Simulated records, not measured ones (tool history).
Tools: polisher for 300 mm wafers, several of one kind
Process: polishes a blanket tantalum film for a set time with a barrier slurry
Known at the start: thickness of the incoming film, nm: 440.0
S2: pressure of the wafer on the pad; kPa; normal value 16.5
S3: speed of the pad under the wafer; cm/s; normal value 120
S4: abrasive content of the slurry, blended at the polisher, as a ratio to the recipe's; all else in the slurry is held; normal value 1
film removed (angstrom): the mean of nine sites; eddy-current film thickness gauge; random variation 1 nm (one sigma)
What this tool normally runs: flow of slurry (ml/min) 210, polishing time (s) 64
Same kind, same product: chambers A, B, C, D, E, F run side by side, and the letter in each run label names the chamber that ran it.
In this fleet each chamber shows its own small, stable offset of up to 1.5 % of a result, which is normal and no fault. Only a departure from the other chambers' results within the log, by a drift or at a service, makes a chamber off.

run 1E hour=11.8 | flow_of_slurry_(ml/min)=210 S2=16.5 S3=120 S4=1 polishing_time_(s)=64 | film_removed_(angstrom)=1343.5
-- hour=13 chamber F: worn pad replaced by a new one
run 2F hour=17.5 | flow_of_slurry_(ml/min)=210 S2=16.5 S3=120 S4=1 polishing_time_(s)=64 | film_removed_(angstrom)=1360.6
run 3A hour=30.4 | flow_of_slurry_(ml/min)=210 S2=16.5 S3=120 S4=1 polishing_time_(s)=64 | film_removed_(angstrom)=1350.2
-- hour=32.7 chamber D: worn pad replaced by a new one
run 4B hour=41.3 | flow_of_slurry_(ml/min)=210 S2=16.5 S3=120 S4=1 polishing_time_(s)=64 | film_removed_(angstrom)=1348.5
run 5C hour=49.4 | flow_of_slurry_(ml/min)=210 S2=16.5 S3=120 S4=1 polishing_time_(s)=64 | film_removed_(angstrom)=1348.8
-- hour=51.9 chamber C: worn pad replaced by a new one
run 6D hour=56.7 | flow_of_slurry_(ml/min)=210 S2=16.5 S3=120 S4=1 polishing_time_(s)=64 | film_removed_(angstrom)=1332.5
-- hour=56.8 chamber B: worn pad replaced by a new one
-- hour=59.8 chamber C: slurry blender recalibrated
-- hour=63 chamber A: slurry blender recalibrated
run 7E hour=68.7 | flow_of_slurry_(ml/min)=210 S2=16.5 S3=102 S4=1 polishing_time_(s)=64 | film_removed_(angstrom)=1129.2
-- hour=68.8 chamber E: slurry nozzle cleaned
run 8C hour=76.3 | flow_of_slurry_(ml/min)=210 S2=16.5 S3=102 S4=1 polishing_time_(s)=64 | film_removed_(angstrom)=1160.8
-- hour=79.2 chamber A: worn pad replaced by a new one
run 9F hour=85.1 | flow_of_slurry_(ml/min)=210 S2=16.5 S3=102 S4=1 polishing_time_(s)=64 | film_removed_(angstrom)=1154.4
-- hour=91.5 chamber B: slurry blender recalibrated
run 10D hour=91.7 | flow_of_slurry_(ml/min)=210 S2=16.5 S3=102 S4=1 polishing_time_(s)=64 | film_removed_(angstrom)=1155.1
-- hour=93.2 chamber E: worn pad replaced by a new one
run 11A hour=100 | flow_of_slurry_(ml/min)=210 S2=16.5 S3=102 S4=1 polishing_time_(s)=64 | film_removed_(angstrom)=1142.5
run 12B hour=110.4 | flow_of_slurry_(ml/min)=210 S2=16.5 S3=102 S4=1 polishing_time_(s)=64 | film_removed_(angstrom)=1121.9
-- hour=111.9 chamber F: slurry nozzle cleaned
run 13B hour=116.8 | flow_of_slurry_(ml/min)=210 S2=16.5 S3=120 S4=1 polishing_time_(s)=64 | film_removed_(angstrom)=1337
-- hour=117.2 chamber F: worn pad replaced by a new one
-- hour=118.2 chamber D: worn pad replaced by a new one
run 14C hour=126.1 | flow_of_slurry_(ml/min)=255 S2=16.5 S3=120 S4=1 polishing_time_(s)=64 | film_removed_(angstrom)=1357.6
-- hour=128.2 chamber A: head pressure recalibrated
-- hour=133 chamber C: worn pad replaced by a new one
run 15E hour=134.5 | flow_of_slurry_(ml/min)=255 S2=16.5 S3=120 S4=1 polishing_time_(s)=64 | film_removed_(angstrom)=1363.4
-- hour=140.6 chamber B: worn pad replaced by a new one
run 16F hour=141.4 | flow_of_slurry_(ml/min)=255 S2=16.5 S3=120 S4=1 polishing_time_(s)=64 | film_removed_(angstrom)=1376.1
run 17D hour=148.2 | flow_of_slurry_(ml/min)=255 S2=16.5 S3=120 S4=1 polishing_time_(s)=64 | film_removed_(angstrom)=1363
run 18A hour=155.1 | flow_of_slurry_(ml/min)=255 S2=16.5 S3=120 S4=1 polishing_time_(s)=64 | film_removed_(angstrom)=1378
run 19C hour=166.9 | flow_of_slurry_(ml/min)=255 S2=16.5 S3=120 S4=1 polishing_time_(s)=64 | film_removed_(angstrom)=1370.3
-- hour=173.1 chamber D: slurry blender recalibrated
-- hour=174.4 chamber A: worn pad replaced by a new one
-- hour=177.9 chamber A: slurry blender recalibrated
run 20A hour=178 | flow_of_slurry_(ml/min)=210 S2=16.5 S3=120 S4=1 polishing_time_(s)=64 | film_removed_(angstrom)=1331.8
-- hour=186.5 chamber B: slurry blender recalibrated
run 21E hour=188.6 | flow_of_slurry_(ml/min)=210 S2=16.5 S3=120 S4=1 polishing_time_(s)=64 | film_removed_(angstrom)=1348.7
-- hour=194.7 chamber D: worn pad replaced by a new one
-- hour=198.2 chamber C: worn pad replaced by a new one
run 22F hour=200.1 | flow_of_slurry_(ml/min)=210 S2=16.5 S3=120 S4=1 polishing_time_(s)=64 | film_removed_(angstrom)=1305.5
-- hour=211 chamber E: slurry blender recalibrated
run 23D hour=211.7 | flow_of_slurry_(ml/min)=210 S2=16.5 S3=120 S4=1 polishing_time_(s)=64 | film_removed_(angstrom)=1334.4
-- hour=214.3 chamber E: worn pad replaced by a new one
-- hour=217.7 chamber A: slurry nozzle cleaned
run 24B hour=223.6 | flow_of_slurry_(ml/min)=210 S2=16.5 S3=120 S4=1 polishing_time_(s)=64 | film_removed_(angstrom)=1331.9
run 25F hour=231.8 | flow_of_slurry_(ml/min)=210 S2=13.1 S3=140 S4=1 polishing_time_(s)=64 | film_removed_(angstrom)=1190
-- hour=233.1 chamber F: worn pad replaced by a new one
run 26A hour=241.1 | flow_of_slurry_(ml/min)=210 S2=13.1 S3=140 S4=1 polishing_time_(s)=64 | film_removed_(angstrom)=1244.3
-- hour=243 chamber D: head pressure recalibrated
-- hour=243.7 chamber D: slurry nozzle cleaned
-- hour=250.2 chamber B: worn pad replaced by a new one
run 27C hour=250.4 | flow_of_slurry_(ml/min)=210 S2=13.1 S3=140 S4=1 polishing_time_(s)=64 | film_removed_(angstrom)=1235.1
run 28D hour=257.5 | flow_of_slurry_(ml/min)=210 S2=13.1 S3=140 S4=1 polishing_time_(s)=64 | film_removed_(angstrom)=1247.3
run 29B hour=265.1 | flow_of_slurry_(ml/min)=210 S2=13.1 S3=140 S4=1 polishing_time_(s)=64 | film_removed_(angstrom)=1237.3
-- hour=271.2 chamber A: worn pad replaced by a new one
run 30E hour=271.4 | flow_of_slurry_(ml/min)=210 S2=13.1 S3=140 S4=1 polishing_time_(s)=64 | film_removed_(angstrom)=1231.6
-- hour=278.2 chamber C: worn pad replaced by a new one
-- hour=279.8 chamber D: worn pad replaced by a new one
run 31C hour=283.5 | flow_of_slurry_(ml/min)=210 S2=16.5 S3=120 S4=1 polishing_time_(s)=64 | film_removed_(angstrom)=1350.5
run 32E hour=291 | flow_of_slurry_(ml/min)=210 S2=16.5 S3=120 S4=1 polishing_time_(s)=64 | film_removed_(angstrom)=1341.1
run 33B hour=302.4 | flow_of_slurry_(ml/min)=210 S2=16.5 S3=120 S4=1 polishing_time_(s)=64 | film_removed_(angstrom)=1327.2
run 34A hour=311.2 | flow_of_slurry_(ml/min)=210 S2=16.5 S3=120 S4=1 polishing_time_(s)=64 | film_removed_(angstrom)=1334.7
run 35F hour=318.7 | flow_of_slurry_(ml/min)=210 S2=16.5 S3=120 S4=1.2 polishing_time_(s)=55 | film_removed_(angstrom)=1155.2
-- hour=321 chamber A: slurry blender recalibrated
run 36D hour=328.4 | flow_of_slurry_(ml/min)=210 S2=16.5 S3=120 S4=1.2 polishing_time_(s)=55 | film_removed_(angstrom)=1206.2
-- hour=331 chamber E: worn pad replaced by a new one
run 37E hour=334.4 | flow_of_slurry_(ml/min)=210 S2=16.5 S3=120 S4=1.2 polishing_time_(s)=55 | film_removed_(angstrom)=1210.4
-- hour=344.6 chamber F: worn pad replaced by a new one
run 38A hour=345.1 | flow_of_slurry_(ml/min)=210 S2=16.5 S3=120 S4=1.2 polishing_time_(s)=55 | film_removed_(angstrom)=1214.4
run 39F hour=356.3 | flow_of_slurry_(ml/min)=210 S2=16.5 S3=120 S4=1.2 polishing_time_(s)=55 | film_removed_(angstrom)=1134.9
-- hour=358 chamber D: worn pad replaced by a new one
-- hour=361.7 chamber C: worn pad replaced by a new one
-- hour=365.8 chamber C: slurry blender recalibrated
run 40D hour=367.6 | flow_of_slurry_(ml/min)=210 S2=16.5 S3=120 S4=1.2 polishing_time_(s)=55 | film_removed_(angstrom)=1211
run 41C hour=380 | flow_of_slurry_(ml/min)=210 S2=16.5 S3=120 S4=1 polishing_time_(s)=64 | film_removed_(angstrom)=1366.7

Next, all 6 chambers run the settings below, one line each with question marks for the results. What does each chamber give?
run 42A hour=389.2 | flow_of_slurry_(ml/min)=210 S2=16.5 S3=120 S4=1 polishing_time_(s)=64 | film_removed_(angstrom)=?
run 42B hour=389.2 | flow_of_slurry_(ml/min)=210 S2=16.5 S3=120 S4=1 polishing_time_(s)=64 | film_removed_(angstrom)=?
run 42C hour=389.2 | flow_of_slurry_(ml/min)=210 S2=16.5 S3=120 S4=1 polishing_time_(s)=64 | film_removed_(angstrom)=?
run 42D hour=389.2 | flow_of_slurry_(ml/min)=210 S2=16.5 S3=120 S4=1 polishing_time_(s)=64 | film_removed_(angstrom)=?
run 42E hour=389.2 | flow_of_slurry_(ml/min)=210 S2=16.5 S3=120 S4=1 polishing_time_(s)=64 | film_removed_(angstrom)=?
run 42F hour=389.2 | flow_of_slurry_(ml/min)=210 S2=16.5 S3=120 S4=1 polishing_time_(s)=64 | film_removed_(angstrom)=?

run=42A film_removed_(angstrom)=1332.4
run=42B film_removed_(angstrom)=1338.9
run=42C film_removed_(angstrom)=1339.2
run=42D film_removed_(angstrom)=1353
run=42E film_removed_(angstrom)=1341.4
run=42F film_removed_(angstrom)=1248.6
